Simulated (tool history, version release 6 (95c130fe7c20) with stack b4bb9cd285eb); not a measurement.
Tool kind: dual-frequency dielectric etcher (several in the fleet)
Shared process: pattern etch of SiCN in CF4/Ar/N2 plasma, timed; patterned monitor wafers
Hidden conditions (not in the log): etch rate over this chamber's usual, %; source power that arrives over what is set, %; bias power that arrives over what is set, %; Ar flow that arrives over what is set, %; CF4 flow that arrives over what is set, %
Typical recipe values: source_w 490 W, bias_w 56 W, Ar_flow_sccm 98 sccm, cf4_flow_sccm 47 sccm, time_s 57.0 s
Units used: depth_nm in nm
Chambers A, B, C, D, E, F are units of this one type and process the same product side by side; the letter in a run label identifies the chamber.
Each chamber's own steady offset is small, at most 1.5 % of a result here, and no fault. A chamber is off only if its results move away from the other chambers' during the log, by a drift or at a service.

run	hour	source_w	bias_w	Ar_flow_sccm	cf4_flow_sccm	time_s	hours since the last wet clean	hours since the last source power generator calibration	hours since the last bias power generator calibration	hours since the last Ar flow controller change	hours since the last CF4 flow controller change	read-back reference wafer on the same gauge, depth_nm	depth_nm
1E	3.6	490	56	98	47	57.0	425.8	2615.8	368.4	1356.8	3433.7	52.268	45.121
2D	8.3	490	56	98	47	57.0	295.3	256.4	166.2	2528.1	5849.3	52.247	45.495
3A	12.5	490	56	98	47	57.0	274.9	1154.1	2301.3	1719.5	3937.0	52.182	45.980
4C	19.1	490	56	98	47	57.0	276.4	1770.1	1099.7	4221.4	974.7	52.281	46.179
5F	24.8	490	56	98	47	57.0	219.9	3061.5	134.6	510.5	2196.4	52.132	44.945
6B	28.5	490	56	98	47	57.0	187.6	1610.5	1008.2	617.8	1059.0	52.186	45.550
7E	33.6	490	56	98	47	57.0	455.8	2645.8	398.4	1386.8	3463.7	52.212	45.415
8B	37.3	490	56	98	47	57.0	196.4	1619.3	1017.0	626.6	1067.8	52.249	45.475
9C	41.3	490	56	98	47	57.0	298.6	1792.3	1121.9	4243.6	996.9	52.169	45.640
10D	45.0	490	56	98	47	57.0	332.0	293.1	202.9	2564.8	5886.0	52.220	45.804
11A	51.1	490	56	98	47	57.0	313.5	1192.7	2339.9	1758.1	3975.6	52.221	45.532
12F	56.5	490	56	98	47	57.0	251.6	3093.2	166.3	542.2	2228.1	52.206	45.253
# hour 60.8: chamber D: CF4 flow controller replaced
13C	61.9	490	56	98	47	57.0	319.2	1812.9	1142.5	4264.2	1017.5	52.198	46.160
14A	65.8	490	56	98	47	57.0	328.2	1207.4	2354.6	1772.8	3990.3	52.237	45.339
15E	69.0	490	56	98	47	57.0	491.2	2681.2	433.8	1422.2	3499.1	52.239	45.368
16F	74.6	490	56	98	47	57.0	269.7	3111.3	184.4	560.3	2246.2	52.242	44.911
17D	79.9	490	56	98	47	57.0	366.9	328.0	237.8	2599.7	19.2	52.216	45.687
18B	86.1	490	56	98	47	57.0	245.2	1668.1	1065.8	675.4	1116.6	52.222	45.393
19B	89.3	490	56	98	47	57.0	248.4	1671.3	1069.0	678.6	1119.8	52.159	45.371
20A	94.7	490	56	98	47	57.0	357.1	1236.3	2383.5	1801.7	4019.2	52.178	45.754
21E	99.6	490	56	98	47	57.0	521.8	2711.8	464.4	1452.8	3529.7	52.155	45.580
22C	105.1	490	56	98	47	57.0	362.4	1856.1	1185.7	4307.4	1060.7	52.194	46.087
23F	110.2	490	56	98	47	57.0	305.3	3146.9	220.0	595.9	2281.8	52.101	44.852
24D	116.6	490	56	98	47	57.0	403.6	364.7	274.5	2636.4	55.9	52.191	45.471
25B	121.0	490	56	98	47	57.0	280.1	1703.0	1100.7	710.3	1151.5	52.267	45.006
26E	127.1	490	56	98	47	57.0	549.3	2739.3	491.9	1480.3	3557.2	52.174	45.293
27A	132.9	490	56	98	47	57.0	395.3	1274.5	2421.7	1839.9	4057.4	52.151	45.540
28D	136.1	490	56	98	47	57.0	423.1	384.2	294.0	2655.9	75.4	52.246	45.334
# hour 138.8: chamber A: CF4 flow controller replaced
29F	139.5	560	56	98	47	51.5	334.6	3176.2	249.3	625.2	2311.1	52.176	45.782
30C	145.1	560	56	98	47	51.5	402.4	1896.1	1225.7	4347.4	1100.7	52.168	46.576
31C	149.1	560	56	98	47	51.5	406.4	1900.1	1229.7	4351.4	1104.7	52.221	46.472
32F	155.0	560	56	98	47	51.5	350.1	3191.7	264.8	640.7	2326.6	52.251	46.176
33B	161.4	560	56	98	47	51.5	320.5	1743.4	1141.1	750.7	1191.9	52.194	45.740
34E	167.0	560	56	98	47	51.5	589.2	2779.2	531.8	1520.2	3597.1	52.138	46.233
35D	171.0	490	62	118	47	57.0	458.0	419.1	328.9	2690.8	110.3	52.208	45.698
36A	176.1	490	62	118	47	57.0	438.5	1317.7	2464.9	1883.1	37.4	52.134	45.620
37A	180.6	490	62	118	47	57.0	443.0	1322.2	2469.4	1887.6	41.9	52.199	46.309
38C	186.7	490	62	118	47	57.0	444.0	1937.7	1267.3	4389.0	1142.3	52.243	46.032
39E	190.0	490	62	118	47	57.0	612.2	2802.2	554.8	1543.2	3620.1	52.173	45.292
# hour 194.7: chamber D: wet clean of the chamber
40D	196.3	490	62	118	47	57.0	1.6	444.4	354.2	2716.1	135.6	52.206	45.649
41B	202.4	490	56	98	47	57.0	361.5	1784.4	1182.1	791.7	1232.9	52.299	45.523

Which is it: a chamber that has drifted or been left off by a service, a gauge drift common to all chambers, or only each chamber's usual small offset? If a chamber is off, name it and its likeliest cause.

No chamber stands off beyond its own small offset, and the gauge holds steady.

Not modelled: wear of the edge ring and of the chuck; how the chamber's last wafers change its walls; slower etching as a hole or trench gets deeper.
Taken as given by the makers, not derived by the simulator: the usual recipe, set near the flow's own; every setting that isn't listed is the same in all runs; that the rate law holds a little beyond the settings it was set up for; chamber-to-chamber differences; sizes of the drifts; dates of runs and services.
